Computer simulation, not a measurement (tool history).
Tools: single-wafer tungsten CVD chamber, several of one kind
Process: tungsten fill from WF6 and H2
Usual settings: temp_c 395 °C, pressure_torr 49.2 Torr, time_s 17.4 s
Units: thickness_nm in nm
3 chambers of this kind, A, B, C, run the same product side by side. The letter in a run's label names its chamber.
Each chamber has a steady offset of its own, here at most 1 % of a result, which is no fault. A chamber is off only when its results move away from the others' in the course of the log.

| run | hour | temp_c | pressure_torr | time_s | read-back reference wafer on the same gauge, thickness_nm | thickness_nm |
|---|---|---|---|---|---|---|
| 1B | 4.3 | 395 | 49.2 | 17.4 | 64.697 | 58.026 |
| 2C | 10.8 | 395 | 49.2 | 17.4 | 64.674 | 58.366 |
| 3A | 15.1 | 395 | 49.2 | 17.4 | 64.666 | 58.031 |
| 4C | 18.1 | 395 | 49.2 | 17.4 | 64.657 | 58.248 |
| 5A | 23.3 | 395 | 49.2 | 17.4 | 64.652 | 57.87 |
| 6B | 28.4 | 395 | 49.2 | 17.4 | 64.633 | 57.905 |
| 7C | 32.1 | 395 | 49.2 | 14.6 | 64.65 | 48.844 |
| 8A | 36.1 | 395 | 49.2 | 14.6 | 64.637 | 48.486 |
| 9B | 40.3 | 395 | 49.2 | 14.6 | 64.624 | 48.574 |
| 10A | 46.8 | 395 | 49.2 | 17.4 | 64.627 | 57.838 |
| 11C | 52.6 | 395 | 49.2 | 17.4 | 64.632 | 58.296 |
| 12B | 59.5 | 395 | 49.2 | 19 | 64.613 | 63.083 |
| 13C | 65.7 | 395 | 49.2 | 19 | 64.589 | 63.606 |
| 14A | 72.6 | 395 | 49.2 | 19 | 64.58 | 63.091 |
| 15B | 78.6 | 395 | 49.2 | 17.4 | 64.56 | 57.879 |
| 16C | 82.5 | 395 | 49.2 | 17.4 | 64.583 | 58.132 |
| 17A | 87 | 395 | 49.2 | 17.4 | 64.551 | 57.641 |
| 18B | 91.2 | 395 | 49.2 | 17.4 | 64.546 | 57.795 |
| 19A | 96.3 | 395 | 49.2 | 19.8 | 64.522 | 65.852 |
| 20C | 102.3 | 395 | 49.2 | 19.8 | 64.53 | 66.243 |
| 21B | 105.3 | 395 | 49.2 | 19.8 | 64.544 | 65.786 |
| 22A | 108.3 | 395 | 49.2 | 17.4 | 64.507 | 57.747 |
| 23C | 111.4 | 395 | 49.2 | 17.4 | 64.508 | 58.171 |
| 24B | 117.8 | 395 | 49.2 | 17.4 | 64.491 | 57.641 |
| 25B | 121.5 | 395 | 49.2 | 17.4 | 64.493 | 57.602 |
| 26C | 128.1 | 387 | 40.5 | 17.4 | 64.488 | 45.536 |
| 27A | 133.9 | 387 | 40.5 | 17.4 | 64.484 | 45.389 |
| 28C | 139.9 | 387 | 40.5 | 17.4 | 64.464 | 45.431 |
| 29B | 144.8 | 407 | 49.2 | 17.4 | 64.466 | 71.766 |
| 30A | 150.2 | 407 | 49.2 | 17.4 | 64.461 | 71.686 |
| 31A | 154.6 | 407 | 49.2 | 17.4 | 64.436 | 71.667 |
| 32B | 160.7 | 395 | 44.8 | 17.4 | 64.414 | 55.236 |
| 33C | 164.1 | 395 | 44.8 | 17.4 | 64.426 | 55.54 |
| 34B | 169.8 | 395 | 44.8 | 17.4 | 64.439 | 55.35 |
| 35A | 174.3 | 395 | 57.2 | 17.4 | 64.384 | 61.578 |
| 36C | 179.4 | 395 | 57.2 | 17.4 | 64.402 | 62.154 |

What goes on in this fleet: one chamber off, a drifting gauge, or nothing beyond the chambers' own small offsets? Name the chamber and the cause, if any.

The gauge drifts, so all chambers seem to drift together. No chamber is off.
Cause: gauge reads low (%) = 0.477.
